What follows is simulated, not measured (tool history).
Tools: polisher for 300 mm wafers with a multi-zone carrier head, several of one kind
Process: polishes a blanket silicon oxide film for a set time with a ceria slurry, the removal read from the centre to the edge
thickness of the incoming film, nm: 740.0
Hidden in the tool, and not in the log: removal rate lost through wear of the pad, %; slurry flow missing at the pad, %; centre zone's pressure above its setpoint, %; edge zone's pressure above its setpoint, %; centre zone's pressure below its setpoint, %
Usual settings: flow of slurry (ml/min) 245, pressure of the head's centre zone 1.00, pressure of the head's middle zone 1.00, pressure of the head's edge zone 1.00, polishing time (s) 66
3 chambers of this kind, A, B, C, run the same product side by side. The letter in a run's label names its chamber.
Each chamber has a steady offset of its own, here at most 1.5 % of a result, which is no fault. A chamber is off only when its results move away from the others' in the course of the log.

| run | day | flow of slurry (ml/min) | pressure of the head's centre zone | pressure of the head's middle zone | pressure of the head's edge zone | polishing time (s) | wafers polished on this pad | hours since the slurry nozzle was cleaned | hours since the centre zone pressure was calibrated | hours since the edge zone pressure was calibrated | film removed at the wafer's centre (angstrom) | film removed at mid-radius (angstrom) | film removed at the wafer's edge (angstrom) |
|---|---|---|---|---|---|---|---|---|---|---|---|---|---|
| 1A | 0.342 | 245 | 1.00 | 1.00 | 1.00 | 66 | 487 | 470.4 | 344.4 | 846.2 | 2481.4 | 2503.0 | 2443.5 |
|  | 0.429 | chamber A: slurry nozzle cleaned |
| 2C | 0.829 | 245 | 1.00 | 1.00 | 1.00 | 66 | 898 | 134.2 | 670.0 | 585.7 | 2464.4 | 2458.5 | 2452.0 |
| 3B | 1.175 | 245 | 1.00 | 1.00 | 1.00 | 66 | 1128 | 162.1 | 1167.8 | 305.5 | 2483.5 | 2395.4 | 2453.3 |
|  | 1.225 | chamber B: worn pad replaced by a new one |
|  | 1.279 | chamber C: worn pad replaced by a new one |
|  | 1.612 | chamber A: worn pad replaced by a new one |
| 4A | 1.638 | 245 | 1.00 | 1.00 | 1.00 | 66 | 8 | 29.0 | 375.5 | 877.3 | 2457.3 | 2469.3 | 2482.9 |
| 5C | 1.925 | 305 | 1.00 | 0.94 | 1.00 | 66 | 201 | 160.5 | 696.3 | 612.0 | 2501.8 | 2375.6 | 2469.2 |
| 6B | 2.167 | 305 | 1.00 | 0.94 | 1.00 | 66 | 292 | 185.9 | 1191.6 | 329.3 | 2525.8 | 2376.2 | 2483.4 |
| 7C | 2.450 | 305 | 1.00 | 0.94 | 1.00 | 66 | 364 | 173.1 | 708.9 | 624.6 | 2492.8 | 2397.0 | 2463.9 |
| 8B | 2.683 | 245 | 1.00 | 1.00 | 1.00 | 66 | 452 | 198.3 | 1204.0 | 341.7 | 2457.6 | 2444.8 | 2483.1 |
|  | 2.758 | chamber A: edge zone pressure recalibrated |
| 9A | 2.988 | 325 | 1.00 | 1.00 | 1.00 | 45 | 427 | 61.4 | 407.9 | 5.6 | 1750.3 | 1736.4 | 1731.6 |
|  | 3.196 | chamber C: slurry nozzle cleaned |
| 10B | 3.375 | 325 | 1.00 | 1.00 | 1.00 | 45 | 667 | 214.9 | 1220.6 | 358.3 | 1716.3 | 1738.1 | 1699.0 |
| 11A | 3.825 | 325 | 1.00 | 1.00 | 1.00 | 45 | 687 | 81.5 | 428.0 | 25.7 | 1739.7 | 1708.2 | 1721.1 |
|  | 4.112 | chamber C: worn pad replaced by a new one |
| 12C | 4.312 | 245 | 1.00 | 1.00 | 1.00 | 66 | 63 | 26.9 | 753.6 | 669.3 | 2442.1 | 2506.7 | 2464.3 |
|  | 4.500 | chamber A: worn pad replaced by a new one |
| 13B | 4.733 | 245 | 1.00 | 1.00 | 1.00 | 66 | 1088 | 247.5 | 1253.2 | 390.9 | 2492.9 | 2412.9 | 2483.7 |
| 14A | 5.217 | 245 | 1.00 | 1.00 | 1.00 | 66 | 222 | 114.9 | 461.4 | 59.1 | 2467.6 | 2442.5 | 2470.2 |
|  | 5.417 | chamber B: worn pad replaced by a new one |
| 15C | 5.642 | 245 | 1.00 | 1.00 | 1.06 | 66 | 475 | 58.8 | 785.5 | 701.2 | 2464.1 | 2487.4 | 2527.3 |
| 16B | 5.854 | 245 | 1.00 | 1.00 | 1.06 | 66 | 136 | 274.4 | 1280.1 | 417.8 | 2471.1 | 2483.9 | 2518.5 |
| 17C | 6.221 | 245 | 1.00 | 1.00 | 1.06 | 66 | 654 | 72.7 | 799.4 | 715.1 | 2427.4 | 2471.2 | 2531.4 |
| 18A | 6.654 | 245 | 1.00 | 1.00 | 1.00 | 66 | 668 | 149.4 | 495.9 | 93.6 | 2468.6 | 2409.0 | 2438.0 |
| 19A | 6.867 | 245 | 1.00 | 1.00 | 1.00 | 66 | 734 | 154.5 | 501.0 | 98.7 | 2473.2 | 2457.5 | 2465.0 |
|  | 6.975 | chamber C: edge zone pressure recalibrated |
|  | 7.129 | chamber A: worn pad replaced by a new one |
| 20B | 7.317 | 245 | 1.00 | 1.00 | 1.00 | 66 | 590 | 309.5 | 1315.2 | 452.9 | 2439.3 | 2424.1 | 2457.8 |
|  | 7.329 | chamber C: worn pad replaced by a new one |
| 21C | 7.592 | 245 | 1.00 | 1.00 | 1.00 | 66 | 81 | 105.6 | 832.3 | 14.9 | 2498.1 | 2498.5 | 2460.1 |
| 22A | 8.062 | 245 | 1.00 | 1.00 | 1.00 | 66 | 289 | 183.2 | 529.7 | 127.4 | 2491.3 | 2472.4 | 2456.0 |
| 23B | 8.467 | 245 | 1.00 | 1.00 | 1.00 | 66 | 946 | 337.1 | 1342.8 | 480.5 | 2430.4 | 2512.3 | 2446.3 |
| 24C | 8.717 | 245 | 1.00 | 1.00 | 1.09 | 66 | 430 | 132.6 | 859.3 | 41.9 | 2541.0 | 2457.5 | 2594.9 |
| 25B | 9.079 | 245 | 1.00 | 1.00 | 1.09 | 66 | 1136 | 351.8 | 1357.5 | 495.2 | 2482.9 | 2440.4 | 2586.0 |
|  | 9.338 | chamber B: worn pad replaced by a new one |
| 26C | 9.433 | 245 | 1.00 | 1.00 | 1.09 | 66 | 652 | 149.8 | 876.5 | 59.1 | 2516.7 | 2457.8 | 2539.5 |
| 27A | 9.646 | 245 | 1.00 | 1.00 | 1.00 | 66 | 780 | 221.2 | 567.7 | 165.4 | 2470.6 | 2446.6 | 2460.2 |
| 28B | 9.962 | 245 | 1.00 | 1.00 | 1.00 | 66 | 194 | 373.0 | 1378.7 | 516.4 | 2492.8 | 2461.6 | 2486.0 |
| 29C | 10.200 | 245 | 1.00 | 1.00 | 1.00 | 66 | 890 | 168.2 | 894.9 | 77.5 | 2599.1 | 2449.0 | 2429.8 |
|  | 10.225 | chamber A: worn pad replaced by a new one |
|  | 10.417 | chamber C: slurry nozzle cleaned |
|  | 10.521 | chamber C: worn pad replaced by a new one |
| 30A | 10.583 | 245 | 1.00 | 1.00 | 1.00 | 66 | 111 | 243.7 | 590.2 | 187.9 | 2452.8 | 2422.9 | 2472.8 |
|  | 10.933 | chamber B: centre zone pressure recalibrated |
| 31A | 10.992 | 245 | 1.00 | 1.00 | 1.00 | 66 | 238 | 253.5 | 600.0 | 197.7 | 2487.2 | 2484.9 | 2456.1 |
| 32B | 11.338 | 245 | 1.04 | 1.00 | 1.08 | 66 | 620 | 406.0 | 9.8 | 549.4 | 2567.3 | 2516.0 | 2586.9 |
| 33C | 11.679 | 245 | 1.04 | 1.00 | 1.08 | 66 | 360 | 30.3 | 930.4 | 113.0 | 2741.3 | 2463.7 | 2543.3 |
| 34C | 12.046 | 245 | 1.04 | 1.00 | 1.08 | 66 | 474 | 39.1 | 939.2 | 121.8 | 2757.9 | 2506.6 | 2533.2 |
| 35B | 12.279 | 245 | 1.00 | 1.00 | 1.00 | 66 | 912 | 428.6 | 32.4 | 572.0 | 2492.0 | 2444.2 | 2447.1 |
| 36A | 12.625 | 245 | 1.00 | 1.00 | 1.00 | 66 | 744 | 292.7 | 639.2 | 236.9 | 2489.9 | 2498.4 | 2468.8 |

Is one chamber off against the others, does the gauge drift, or is nothing wrong? If a chamber is off, say which, and what the likeliest cause is.

Chamber C drifts away from the others.
Cause: centre zone's pressure above its setpoint, % = 7.57.

Here are 4 candidates for chamber C's next run, each the usual settings with a change, their results left as question marks. Which one brings its results back in line with what the others give on the usual settings?
In line means no further than this from the other chambers' mean on the usual settings: film removed at the wafer's centre (angstrom) 70.0; film removed at mid-radius (angstrom) 100.0; film removed at the wafer's edge (angstrom) 60.0
| 37C-1 | 12.975 | 255 | 1.10 | 1.00 | 0.96 | 67 |  |  |  |  | ? | ? | ? |
| 37C-2 | 12.975 | 235 | 0.90 | 1.00 | 1.04 | 65 |  |  |  |  | ? | ? | ? |
| 37C-3 | 12.975 | 250 | 1.05 | 1.00 | 0.98 | 67 |  |  |  |  | ? | ? | ? |
| 37C-4 | 12.975 | 240 | 0.95 | 1.00 | 1.02 | 65 |  |  |  |  | ? | ? | ? |

The other chambers' mean on the usual settings: film removed at the wafer's centre (angstrom) 2469.3; film removed at mid-radius (angstrom) 2449.5; film removed at the wafer's edge (angstrom) 2453.3
| run | film removed at the wafer's centre (angstrom) | film removed at mid-radius (angstrom) | film removed at the wafer's edge (angstrom) |
|---|---|---|---|
| 37C-1 | 2976.9 | 2509.6 | 2455.4 |
| 37C-2 | 2294.0 | 2413.4 | 2464.6 |
| 37C-3 | 2823.0 | 2504.5 | 2477.1 |
| 37C-4 | 2441.7 | 2419.1 | 2444.5 |
37C-4 brings the chamber back in line.

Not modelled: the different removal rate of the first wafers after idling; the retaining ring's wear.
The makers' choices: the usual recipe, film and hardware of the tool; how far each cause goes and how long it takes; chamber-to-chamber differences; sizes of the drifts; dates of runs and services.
